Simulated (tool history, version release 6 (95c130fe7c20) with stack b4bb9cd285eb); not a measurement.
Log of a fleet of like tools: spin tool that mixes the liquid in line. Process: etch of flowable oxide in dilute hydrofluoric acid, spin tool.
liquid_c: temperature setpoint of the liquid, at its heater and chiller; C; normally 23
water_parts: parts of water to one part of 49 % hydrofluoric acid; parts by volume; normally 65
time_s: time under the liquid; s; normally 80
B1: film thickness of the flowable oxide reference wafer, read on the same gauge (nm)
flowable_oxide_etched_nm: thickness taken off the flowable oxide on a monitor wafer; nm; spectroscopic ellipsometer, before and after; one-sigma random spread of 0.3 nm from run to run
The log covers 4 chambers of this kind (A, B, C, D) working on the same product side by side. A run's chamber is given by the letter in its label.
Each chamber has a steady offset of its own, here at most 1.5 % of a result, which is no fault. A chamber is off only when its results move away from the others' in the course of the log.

{"run": "1C", "hour": 11.7, "liquid_c": 23, "water_parts": 65, "time_s": 80, "B1": 119.99, "flowable_oxide_etched_nm": 38.352}
{"run": "2A", "hour": 22.1, "liquid_c": 23, "water_parts": 65, "time_s": 80, "B1": 120.01, "flowable_oxide_etched_nm": 38.988}
{"run": "3D", "hour": 27.7, "liquid_c": 23, "water_parts": 65, "time_s": 80, "B1": 120.01, "flowable_oxide_etched_nm": 38.535}
{"run": "4B", "hour": 37.9, "liquid_c": 23, "water_parts": 65, "time_s": 80, "B1": 120, "flowable_oxide_etched_nm": 38.181}
{"run": "5C", "hour": 47.1, "liquid_c": 27.5, "water_parts": 85, "time_s": 80, "B1": 120.01, "flowable_oxide_etched_nm": 34.328}
{"run": "6D", "hour": 58.3, "liquid_c": 27.5, "water_parts": 85, "time_s": 80, "B1": 119.98, "flowable_oxide_etched_nm": 34.176}
{"run": "7B", "hour": 69.9, "liquid_c": 27.5, "water_parts": 85, "time_s": 80, "B1": 120.02, "flowable_oxide_etched_nm": 33.902}
{"run": "8A", "hour": 82.4, "liquid_c": 27.5, "water_parts": 85, "time_s": 80, "B1": 119.98, "flowable_oxide_etched_nm": 34.352}
{"run": "9A", "hour": 90.8, "liquid_c": 23, "water_parts": 65, "time_s": 80, "B1": 120.01, "flowable_oxide_etched_nm": 39.087}
{"run": "10C", "hour": 100.1, "liquid_c": 23, "water_parts": 65, "time_s": 80, "B1": 120, "flowable_oxide_etched_nm": 38.777}
{"run": "11B", "hour": 110.3, "liquid_c": 23, "water_parts": 85, "time_s": 80, "B1": 120.02, "flowable_oxide_etched_nm": 28.333}
{"run": "12D", "hour": 118.9, "liquid_c": 23, "water_parts": 85, "time_s": 80, "B1": 120.01, "flowable_oxide_etched_nm": 29.133}
{"run": "13D", "hour": 125.8, "liquid_c": 23, "water_parts": 85, "time_s": 80, "B1": 119.97, "flowable_oxide_etched_nm": 29.48}
{"run": "14B", "hour": 137.6, "liquid_c": 23, "water_parts": 85, "time_s": 80, "B1": 120.02, "flowable_oxide_etched_nm": 28.771}
{"run": "15C", "hour": 148.7, "liquid_c": 18.5, "water_parts": 80, "time_s": 80, "B1": 119.99, "flowable_oxide_etched_nm": 25.426}
{"run": "16A", "hour": 155.3, "liquid_c": 18.5, "water_parts": 80, "time_s": 80, "B1": 120.01, "flowable_oxide_etched_nm": 25.941}
{"run": "17C", "hour": 167.7, "liquid_c": 18.5, "water_parts": 80, "time_s": 80, "B1": 120.01, "flowable_oxide_etched_nm": 25.64}
{"run": "18D", "hour": 176.4, "liquid_c": 18.5, "water_parts": 80, "time_s": 80, "B1": 120, "flowable_oxide_etched_nm": 26.619}
{"hour": 179.7, "done": "chamber D: thermometer replaced"}
{"run": "19A", "hour": 184.7, "liquid_c": 23, "water_parts": 65, "time_s": 80, "B1": 120, "flowable_oxide_etched_nm": 38.548}
{"run": "20B", "hour": 195.1, "liquid_c": 23, "water_parts": 65, "time_s": 80, "B1": 119.97, "flowable_oxide_etched_nm": 38.918}
{"run": "21C", "hour": 206.5, "liquid_c": 23, "water_parts": 65, "time_s": 80, "B1": 120.01, "flowable_oxide_etched_nm": 38.305}
{"run": "22B", "hour": 218.9, "liquid_c": 23, "water_parts": 65, "time_s": 80, "B1": 119.99, "flowable_oxide_etched_nm": 38.918}
{"run": "23D", "hour": 225.5, "liquid_c": 23, "water_parts": 65, "time_s": 80, "B1": 120, "flowable_oxide_etched_nm": 40.989}
{"run": "24A", "hour": 231.8, "liquid_c": 23, "water_parts": 65, "time_s": 80, "B1": 120.01, "flowable_oxide_etched_nm": 38.619}
{"run": "25C", "hour": 238.6, "liquid_c": 26.5, "water_parts": 65, "time_s": 80, "B1": 120.02, "flowable_oxide_etched_nm": 43.823}
{"run": "26A", "hour": 244.8, "liquid_c": 26.5, "water_parts": 65, "time_s": 80, "B1": 120, "flowable_oxide_etched_nm": 44.926}

Next, every chamber runs the same settings. What will each give?
{"run": "27A", "hour": 253.8, "liquid_c": 23, "water_parts": 65, "time_s": 80, "flowable_oxide_etched_nm": "?"}
{"run": "27B", "hour": 253.8, "liquid_c": 23, "water_parts": 65, "time_s": 80, "flowable_oxide_etched_nm": "?"}
{"run": "27C", "hour": 253.8, "liquid_c": 23, "water_parts": 65, "time_s": 80, "flowable_oxide_etched_nm": "?"}
{"run": "27D", "hour": 253.8, "liquid_c": 23, "water_parts": 65, "time_s": 80, "flowable_oxide_etched_nm": "?"}

run=27A flowable_oxide_etched_nm=38.749
run=27B flowable_oxide_etched_nm=38.6
run=27C flowable_oxide_etched_nm=38.546
run=27D flowable_oxide_etched_nm=41.053
